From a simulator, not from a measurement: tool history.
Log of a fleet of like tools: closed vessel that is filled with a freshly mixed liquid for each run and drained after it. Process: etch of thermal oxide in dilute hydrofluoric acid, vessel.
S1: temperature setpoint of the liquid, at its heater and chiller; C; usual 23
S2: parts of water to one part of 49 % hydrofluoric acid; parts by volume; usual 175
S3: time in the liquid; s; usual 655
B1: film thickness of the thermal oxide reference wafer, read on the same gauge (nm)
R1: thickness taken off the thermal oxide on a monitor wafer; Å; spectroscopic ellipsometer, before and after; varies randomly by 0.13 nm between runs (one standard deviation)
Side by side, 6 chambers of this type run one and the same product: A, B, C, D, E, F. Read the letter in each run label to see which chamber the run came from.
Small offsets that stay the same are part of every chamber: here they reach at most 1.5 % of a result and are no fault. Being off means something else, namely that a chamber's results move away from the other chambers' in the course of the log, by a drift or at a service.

| run | hour | S1 | S2 | S3 | B1 | R1 |
|---|---|---|---|---|---|---|
| 1D | 3.4 | 23 | 175 | 655 | 60.016 | 152.35 |
| 2A | 6.7 | 23 | 175 | 655 | 60.041 | 154.78 |
| 3F | 9.4 | 23 | 175 | 655 | 59.979 | 154.98 |
| 4E | 13.4 | 23 | 175 | 655 | 60.029 | 151.36 |
| 5C | 17.2 | 23 | 175 | 655 | 59.999 | 155.55 |
| 6B | 19.9 | 23 | 175 | 655 | 60.02 | 157.31 |
| 7E | 23.6 | 23 | 175 | 655 | 60.02 | 151.96 |
| 8D | 26.9 | 23 | 175 | 655 | 59.999 | 154.35 |
| 9B | 30.4 | 23 | 175 | 655 | 59.998 | 155.94 |
| 10F | 32.4 | 23 | 175 | 655 | 60.007 | 152.46 |
| 11A | 35.1 | 23 | 175 | 655 | 59.971 | 154.91 |
| 12C | 37.9 | 23 | 175 | 655 | 60.008 | 156 |
| 13B | 42 | 18.5 | 175 | 1000 | 60.029 | 196.65 |
| 14D | 45.1 | 18.5 | 175 | 1000 | 60.058 | 196.52 |
| 15F | 49.2 | 18.5 | 175 | 1000 | 60.007 | 196.41 |
| 16A | 52.3 | 18.5 | 175 | 1000 | 59.994 | 198.23 |
| 17E | 55.2 | 18.5 | 175 | 1000 | 60.014 | 195.73 |
| 18C | 59.8 | 18.5 | 175 | 1000 | 60.002 | 201.46 |
| 19E | 62.6 | 23 | 175 | 655 | 60.01 | 152.41 |
| 20F | 66.9 | 23 | 175 | 655 | 59.988 | 154.32 |
| 21B | 71.2 | 23 | 175 | 655 | 60.015 | 157.6 |
| 22D | 74.2 | 23 | 175 | 655 | 60.005 | 153.93 |
| 23C | 78.6 | 23 | 175 | 655 | 60.033 | 156.71 |
| 24A | 82.7 | 23 | 175 | 655 | 60.05 | 159.83 |
| 25F | 85.5 | 23 | 175 | 655 | 60.024 | 155.99 |
| 26C | 89 | 23 | 175 | 655 | 59.996 | 157.44 |
| 27B | 93 | 23 | 175 | 655 | 60.058 | 151.13 |
| 28A | 95.1 | 23 | 175 | 655 | 59.971 | 158.94 |
| 29E | 97.2 | 23 | 175 | 655 | 60.006 | 151.29 |
| 30D | 100.8 | 26.5 | 215 | 655 | 60.021 | 135.76 |
| 31B | 103.6 | 26.5 | 215 | 655 | 59.991 | 135.49 |
| 32C | 107.6 | 26.5 | 215 | 655 | 60.038 | 136.13 |
| 33F | 110.3 | 26.5 | 215 | 655 | 60.009 | 135.47 |
| 34E | 112.5 | 26.5 | 215 | 655 | 60.007 | 134.89 |
| 35A | 116.4 | 26.5 | 215 | 655 | 59.975 | 144.97 |
| 36D | 119.9 | 23 | 175 | 655 | 59.979 | 156.74 |
| 37F | 123.3 | 23 | 145 | 1025 | 60.003 | 301.84 |

One chamber off, gauge drift, or nothing amiss beyond the chambers' own small offsets? If it is a chamber, which one, and what is the likeliest cause?

One chamber, A, drifts off from the rest bit by bit.
Cause: liquid hotter than its thermometer reads (K) = 1.77.
Not necessarily distinguishable in this log from: hydrofluoric acid flow above the setpoint (%).

Here are 4 candidates for chamber A's next run, each the usual settings with a change, their results left as question marks. Which one brings its results back in line with what the others give on the usual settings?
A result is in line if it is within this distance of the other chambers' mean on the usual settings: R1 4.5 Å
| 38A-1 | 126.7 | 23 | 165 | 655 |  | ? |
| 38A-2 | 126.7 | 23.5 | 175 | 730 |  | ? |
| 38A-3 | 126.7 | 23 | 185 | 655 |  | ? |
| 38A-4 | 126.7 | 23 | 175 | 575 |  | ? |

Average result of the remaining chambers running the usual settings: R1 153.95 Å
| run | R1 |
|---|---|
| 38A-1 | 176.63 |
| 38A-2 | 187.09 |
| 38A-3 | 154.34 |
| 38A-4 | 144.7 |
With 38A-3, the chamber falls back in line with the rest.
